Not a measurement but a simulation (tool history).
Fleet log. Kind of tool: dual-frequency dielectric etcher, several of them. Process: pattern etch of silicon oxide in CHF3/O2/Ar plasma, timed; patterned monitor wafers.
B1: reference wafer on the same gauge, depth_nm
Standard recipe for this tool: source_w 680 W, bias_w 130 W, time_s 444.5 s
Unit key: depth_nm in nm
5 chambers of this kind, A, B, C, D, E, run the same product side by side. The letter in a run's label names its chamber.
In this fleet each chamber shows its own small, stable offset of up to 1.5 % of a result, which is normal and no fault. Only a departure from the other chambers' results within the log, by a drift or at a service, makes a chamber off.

run 1C day=0.146 | source_w=680 bias_w=130 time_s=444.5 | B1=789.2 | depth_nm=834.62
run 2D day=0.367 | source_w=680 bias_w=130 time_s=444.5 | B1=789.22 | depth_nm=835
run 3B day=0.504 | source_w=680 bias_w=130 time_s=444.5 | B1=789.88 | depth_nm=821.3
run 4A day=0.779 | source_w=680 bias_w=130 time_s=444.5 | B1=789.19 | depth_nm=822.98
run 5E day=0.925 | source_w=590 bias_w=161 time_s=444.5 | B1=788.39 | depth_nm=828.42
run 6E day=1.104 | source_w=590 bias_w=161 time_s=444.5 | B1=789.5 | depth_nm=825.32
run 7A day=1.392 | source_w=590 bias_w=161 time_s=444.5 | B1=789.81 | depth_nm=834.25
run 8C day=1.642 | source_w=590 bias_w=161 time_s=444.5 | B1=789.65 | depth_nm=850.03
run 9D day=1.942 | source_w=590 bias_w=161 time_s=444.5 | B1=789.33 | depth_nm=848.4
-- day=1.95 chamber E: wet clean of the chamber
run 10B day=2.188 | source_w=680 bias_w=130 time_s=444.5 | B1=788.65 | depth_nm=826.66
run 11D day=2.433 | source_w=680 bias_w=130 time_s=444.5 | B1=789.06 | depth_nm=831.31
run 12A day=2.683 | source_w=550 bias_w=130 time_s=444.5 | B1=789.35 | depth_nm=754.93
run 13E day=2.933 | source_w=550 bias_w=130 time_s=444.5 | B1=788.99 | depth_nm=752.46
run 14B day=3.121 | source_w=550 bias_w=130 time_s=444.5 | B1=790.11 | depth_nm=760.04
run 15C day=3.292 | source_w=550 bias_w=130 time_s=444.5 | B1=788.68 | depth_nm=770.68
run 16D day=3.45 | source_w=550 bias_w=130 time_s=444.5 | B1=789.49 | depth_nm=773.77
run 17C day=3.683 | source_w=540 bias_w=130 time_s=444.5 | B1=788.18 | depth_nm=777.78
run 18A day=3.829 | source_w=540 bias_w=130 time_s=444.5 | B1=789.29 | depth_nm=746.85
run 19B day=4.096 | source_w=540 bias_w=130 time_s=444.5 | B1=789.22 | depth_nm=746.78
run 20E day=4.233 | source_w=540 bias_w=130 time_s=444.5 | B1=788.72 | depth_nm=754.98
run 21D day=4.392 | source_w=540 bias_w=130 time_s=444.5 | B1=789.74 | depth_nm=770.4
run 22C day=4.588 | source_w=680 bias_w=130 time_s=444.5 | B1=788.43 | depth_nm=851.3
run 23E day=4.746 | source_w=680 bias_w=130 time_s=444.5 | B1=789.29 | depth_nm=817.98
run 24B day=4.9 | source_w=680 bias_w=130 time_s=444.5 | B1=788.98 | depth_nm=823.41
run 25A day=5.1 | source_w=680 bias_w=130 time_s=444.5 | B1=789.31 | depth_nm=826.47
run 26A day=5.329 | source_w=680 bias_w=130 time_s=444.5 | B1=788.18 | depth_nm=822.7
run 27D day=5.467 | source_w=680 bias_w=130 time_s=444.5 | B1=789.08 | depth_nm=834.39
run 28E day=5.733 | source_w=680 bias_w=130 time_s=444.5 | B1=789.63 | depth_nm=820.65
run 29B day=5.958 | source_w=680 bias_w=105 time_s=492 | B1=789.56 | depth_nm=852.04
run 30C day=6.204 | source_w=680 bias_w=105 time_s=492 | B1=789.17 | depth_nm=888.04
-- day=6.308 chamber A: wet clean of the chamber
run 31A day=6.358 | source_w=680 bias_w=105 time_s=492 | B1=787.96 | depth_nm=845.86
run 32E day=6.492 | source_w=680 bias_w=105 time_s=492 | B1=789.44 | depth_nm=849.87
run 33C day=6.733 | source_w=680 bias_w=105 time_s=492 | B1=788.58 | depth_nm=905.73
run 34B day=6.942 | source_w=680 bias_w=130 time_s=367 | B1=789.44 | depth_nm=680.66
run 35D day=7.233 | source_w=680 bias_w=130 time_s=367 | B1=787.9 | depth_nm=689.49
run 36C day=7.488 | source_w=680 bias_w=130 time_s=367 | B1=788.77 | depth_nm=719.04
run 37E day=7.671 | source_w=680 bias_w=130 time_s=367 | B1=789 | depth_nm=672.41
run 38B day=7.829 | source_w=680 bias_w=130 time_s=367 | B1=789.78 | depth_nm=681.34
run 39A day=8.083 | source_w=680 bias_w=130 time_s=444.5 | B1=788.19 | depth_nm=814.79
run 40D day=8.225 | source_w=680 bias_w=155 time_s=362.5 | B1=789.26 | depth_nm=713.96

Predict what each chamber gives when all 5 of them run the settings below next.
run 41A day=8.446 | source_w=680 bias_w=117 time_s=444.5 | depth_nm=?
run 41B day=8.446 | source_w=680 bias_w=117 time_s=444.5 | depth_nm=?
run 41C day=8.446 | source_w=680 bias_w=117 time_s=444.5 | depth_nm=?
run 41D day=8.446 | source_w=680 bias_w=117 time_s=444.5 | depth_nm=?
run 41E day=8.446 | source_w=680 bias_w=117 time_s=444.5 | depth_nm=?

run=41A depth_nm=795.71
run=41B depth_nm=806.85
run=41C depth_nm=842.64
run=41D depth_nm=811.02
run=41E depth_nm=791.36

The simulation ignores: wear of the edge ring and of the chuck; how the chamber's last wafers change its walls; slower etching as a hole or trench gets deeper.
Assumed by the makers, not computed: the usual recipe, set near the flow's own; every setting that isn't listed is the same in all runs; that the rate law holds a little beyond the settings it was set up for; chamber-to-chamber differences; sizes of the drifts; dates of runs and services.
